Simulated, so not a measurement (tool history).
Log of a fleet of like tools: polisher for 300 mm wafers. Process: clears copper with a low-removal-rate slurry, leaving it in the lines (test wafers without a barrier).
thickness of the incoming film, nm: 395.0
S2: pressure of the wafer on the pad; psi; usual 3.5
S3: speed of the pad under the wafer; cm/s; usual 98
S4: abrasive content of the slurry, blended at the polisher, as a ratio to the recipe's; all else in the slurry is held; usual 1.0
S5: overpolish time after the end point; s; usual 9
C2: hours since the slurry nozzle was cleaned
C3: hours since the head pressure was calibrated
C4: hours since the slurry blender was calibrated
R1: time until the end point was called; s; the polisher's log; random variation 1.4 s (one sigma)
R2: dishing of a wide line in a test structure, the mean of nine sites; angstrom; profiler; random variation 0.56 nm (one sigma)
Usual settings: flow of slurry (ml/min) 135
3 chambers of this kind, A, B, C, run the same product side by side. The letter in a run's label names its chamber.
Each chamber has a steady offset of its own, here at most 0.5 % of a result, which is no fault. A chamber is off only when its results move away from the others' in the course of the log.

{"run": "1A", "day": 0.267, "flow of slurry (ml/min)": 135, "S2": 3.5, "S3": 98, "S4": 1.0, "S5": 9, "wafers polished on this pad": 631, "C2": 448.6, "C3": 481.0, "C4": 17.2, "R1": 106.02, "R2": 256.63}
{"day": 0.475, "done": "chamber B: head pressure recalibrated"}
{"run": "2B", "day": 0.654, "flow of slurry (ml/min)": 135, "S2": 3.5, "S3": 98, "S4": 1.0, "S5": 9, "wafers polished on this pad": 528, "C2": 204.8, "C3": 4.3, "C4": 208.5, "R1": 106.35, "R2": 225.16}
{"run": "3C", "day": 0.854, "flow of slurry (ml/min)": 135, "S2": 3.5, "S3": 98, "S4": 1.0, "S5": 9, "wafers polished on this pad": 556, "C2": 458.6, "C3": 230.4, "C4": 28.2, "R1": 106.95, "R2": 230.48}
{"run": "4B", "day": 1.238, "flow of slurry (ml/min)": 135, "S2": 3.5, "S3": 98, "S4": 1.0, "S5": 9, "wafers polished on this pad": 667, "C2": 218.8, "C3": 18.3, "C4": 222.5, "R1": 110.37, "R2": 235.09}
{"run": "5C", "day": 1.625, "flow of slurry (ml/min)": 135, "S2": 3.5, "S3": 98, "S4": 1.0, "S5": 9, "wafers polished on this pad": 740, "C2": 477.1, "C3": 248.9, "C4": 46.7, "R1": 107.42, "R2": 244.62}
{"run": "6A", "day": 1.921, "flow of slurry (ml/min)": 135, "S2": 3.5, "S3": 98, "S4": 1.0, "S5": 9, "wafers polished on this pad": 1026, "C2": 488.3, "C3": 520.7, "C4": 56.9, "R1": 106.89, "R2": 252.14}
{"run": "7B", "day": 2.254, "flow of slurry (ml/min)": 135, "S2": 3.5, "S3": 98, "S4": 1.0, "S5": 9, "wafers polished on this pad": 910, "C2": 243.2, "C3": 42.7, "C4": 246.9, "R1": 109.81, "R2": 242.37}
{"run": "8A", "day": 2.588, "flow of slurry (ml/min)": 135, "S2": 4.1, "S3": 98, "S4": 1.0, "S5": 12, "wafers polished on this pad": 1185, "C2": 504.3, "C3": 536.7, "C4": 72.9, "R1": 89.271, "R2": 365.54}
{"run": "9C", "day": 2.858, "flow of slurry (ml/min)": 135, "S2": 4.1, "S3": 98, "S4": 1.0, "S5": 12, "wafers polished on this pad": 1035, "C2": 506.7, "C3": 278.5, "C4": 76.3, "R1": 94.992, "R2": 377.77}
{"run": "10C", "day": 3.058, "flow of slurry (ml/min)": 135, "S2": 4.1, "S3": 98, "S4": 1.0, "S5": 12, "wafers polished on this pad": 1082, "C2": 511.5, "C3": 283.3, "C4": 81.1, "R1": 90.841, "R2": 347.47}
{"day": 3.129, "done": "chamber A: head pressure recalibrated"}
{"day": 3.233, "done": "chamber B: worn pad replaced by a new one"}
{"run": "11A", "day": 3.462, "flow of slurry (ml/min)": 135, "S2": 3.5, "S3": 118, "S4": 0.8, "S5": 9, "wafers polished on this pad": 1394, "C2": 525.3, "C3": 8.0, "C4": 93.9, "R1": 94.764, "R2": 270.58}
{"run": "12B", "day": 3.733, "flow of slurry (ml/min)": 135, "S2": 3.5, "S3": 118, "S4": 0.8, "S5": 9, "wafers polished on this pad": 119, "C2": 278.7, "C3": 78.2, "C4": 282.4, "R1": 93.308, "R2": 271.94}
{"run": "13A", "day": 4.008, "flow of slurry (ml/min)": 135, "S2": 3.5, "S3": 118, "S4": 0.8, "S5": 9, "wafers polished on this pad": 1524, "C2": 538.4, "C3": 21.1, "C4": 107.0, "R1": 94.782, "R2": 279.81}
{"run": "14C", "day": 4.283, "flow of slurry (ml/min)": 135, "S2": 3.5, "S3": 98, "S4": 1.0, "S5": 9, "wafers polished on this pad": 1375, "C2": 540.9, "C3": 312.7, "C4": 110.5, "R1": 113.43, "R2": 228.24}
{"run": "15B", "day": 4.471, "flow of slurry (ml/min)": 135, "S2": 3.5, "S3": 98, "S4": 1.0, "S5": 9, "wafers polished on this pad": 295, "C2": 296.4, "C3": 95.9, "C4": 300.1, "R1": 109.13, "R2": 247.8}
{"day": 4.479, "done": "chamber A: worn pad replaced by a new one"}
{"run": "16B", "day": 4.883, "flow of slurry (ml/min)": 135, "S2": 3.5, "S3": 98, "S4": 1.0, "S5": 9, "wafers polished on this pad": 394, "C2": 306.3, "C3": 105.8, "C4": 310.0, "R1": 109.98, "R2": 250.35}
{"day": 5.154, "done": "chamber B: slurry blender recalibrated"}
{"run": "17A", "day": 5.271, "flow of slurry (ml/min)": 135, "S2": 3.5, "S3": 98, "S4": 1.0, "S5": 9, "wafers polished on this pad": 189, "C2": 568.7, "C3": 51.4, "C4": 137.3, "R1": 106.73, "R2": 244.07}
{"run": "18C", "day": 5.642, "flow of slurry (ml/min)": 135, "S2": 3.5, "S3": 98, "S4": 1.0, "S5": 9, "wafers polished on this pad": 1699, "C2": 573.5, "C3": 345.3, "C4": 143.1, "R1": 112.73, "R2": 232.25}
{"run": "19A", "day": 5.904, "flow of slurry (ml/min)": 135, "S2": 3.5, "S3": 98, "S4": 1.0, "S5": 9, "wafers polished on this pad": 340, "C2": 583.9, "C3": 66.6, "C4": 152.5, "R1": 107.53, "R2": 232.78}
{"run": "20B", "day": 6.188, "flow of slurry (ml/min)": 135, "S2": 3.5, "S3": 98, "S4": 1.0, "S5": 9, "wafers polished on this pad": 705, "C2": 337.6, "C3": 137.1, "C4": 24.9, "R1": 112.85, "R2": 240.23}
{"run": "21C", "day": 6.571, "flow of slurry (ml/min)": 135, "S2": 3.5, "S3": 98, "S4": 1.0, "S5": 9, "wafers polished on this pad": 1921, "C2": 595.8, "C3": 367.6, "C4": 165.4, "R1": 115.0, "R2": 241.57}
{"run": "22A", "day": 6.862, "flow of slurry (ml/min)": 135, "S2": 3.5, "S3": 98, "S4": 1.0, "S5": 9, "wafers polished on this pad": 568, "C2": 606.9, "C3": 89.6, "C4": 175.5, "R1": 107.36, "R2": 253.5}
{"day": 7.008, "done": "chamber B: worn pad replaced by a new one"}
{"day": 7.162, "done": "chamber A: slurry blender recalibrated"}
{"run": "23B", "day": 7.229, "flow of slurry (ml/min)": 135, "S2": 3.5, "S3": 98, "S4": 1.0, "S5": 9, "wafers polished on this pad": 53, "C2": 362.6, "C3": 162.1, "C4": 49.9, "R1": 112.14, "R2": 235.35}
{"run": "24C", "day": 7.517, "flow of slurry (ml/min)": 135, "S2": 3.5, "S3": 98, "S4": 1.0, "S5": 9, "wafers polished on this pad": 2146, "C2": 618.5, "C3": 390.3, "C4": 188.1, "R1": 113.63, "R2": 235.91}
{"run": "25B", "day": 7.725, "flow of slurry (ml/min)": 135, "S2": 3.5, "S3": 98, "S4": 1.0, "S5": 9, "wafers polished on this pad": 171, "C2": 374.5, "C3": 174.0, "C4": 61.8, "R1": 109.32, "R2": 229.44}
{"run": "26A", "day": 8.033, "flow of slurry (ml/min)": 135, "S2": 3.5, "S3": 98, "S4": 1.0, "S5": 9, "wafers polished on this pad": 848, "C2": 635.0, "C3": 117.7, "C4": 20.9, "R1": 108.69, "R2": 239.42}
{"day": 8.225, "done": "chamber C: slurry blender recalibrated"}
{"run": "27C", "day": 8.342, "flow of slurry (ml/min)": 135, "S2": 3.5, "S3": 98, "S4": 1.0, "S5": 9, "wafers polished on this pad": 2343, "C2": 638.3, "C3": 410.1, "C4": 2.8, "R1": 114.65, "R2": 223.91}
{"run": "28B", "day": 8.696, "flow of slurry (ml/min)": 135, "S2": 3.5, "S3": 98, "S4": 1.0, "S5": 9, "wafers polished on this pad": 403, "C2": 397.8, "C3": 197.3, "C4": 85.1, "R1": 107.78, "R2": 233.55}
{"run": "29A", "day": 8.892, "flow of slurry (ml/min)": 135, "S2": 3.5, "S3": 98, "S4": 1.0, "S5": 9, "wafers polished on this pad": 1053, "C2": 655.6, "C3": 138.3, "C4": 41.5, "R1": 107.56, "R2": 236.95}
{"run": "30C", "day": 9.238, "flow of slurry (ml/min)": 135, "S2": 3.5, "S3": 98, "S4": 1.0, "S5": 9, "wafers polished on this pad": 2557, "C2": 659.8, "C3": 431.6, "C4": 24.3, "R1": 119.26, "R2": 219.97}
{"day": 9.308, "done": "chamber C: head pressure recalibrated"}
{"run": "31C", "day": 9.617, "flow of slurry (ml/min)": 135, "S2": 3.5, "S3": 98, "S4": 1.0, "S5": 9, "wafers polished on this pad": 2647, "C2": 668.9, "C3": 7.4, "C4": 33.4, "R1": 117.22, "R2": 215.12}
{"run": "32A", "day": 9.971, "flow of slurry (ml/min)": 135, "S2": 3.5, "S3": 98, "S4": 1.0, "S5": 9, "wafers polished on this pad": 1310, "C2": 681.5, "C3": 164.2, "C4": 67.4, "R1": 107.39, "R2": 248.18}
{"run": "33B", "day": 10.192, "flow of slurry (ml/min)": 135, "S2": 3.5, "S3": 98, "S4": 1.0, "S5": 9, "wafers polished on this pad": 760, "C2": 433.7, "C3": 233.2, "C4": 121.0, "R1": 111.3, "R2": 228.05}

All 3 chambers run these settings next. Forecast each chamber's results:
{"run": "34A", "day": 10.496, "flow of slurry (ml/min)": 135, "S2": 3.5, "S3": 98, "S4": 1.0, "S5": 9, "R1": "?", "R2": "?"}
{"run": "34B", "day": 10.496, "flow of slurry (ml/min)": 135, "S2": 3.5, "S3": 98, "S4": 1.0, "S5": 9, "R1": "?", "R2": "?"}
{"run": "34C", "day": 10.496, "flow of slurry (ml/min)": 135, "S2": 3.5, "S3": 98, "S4": 1.0, "S5": 9, "R1": "?", "R2": "?"}

run=34A R1=109.480 R2=248.13
run=34B R1=107.640 R2=235.70
run=34C R1=118.360 R2=211.48
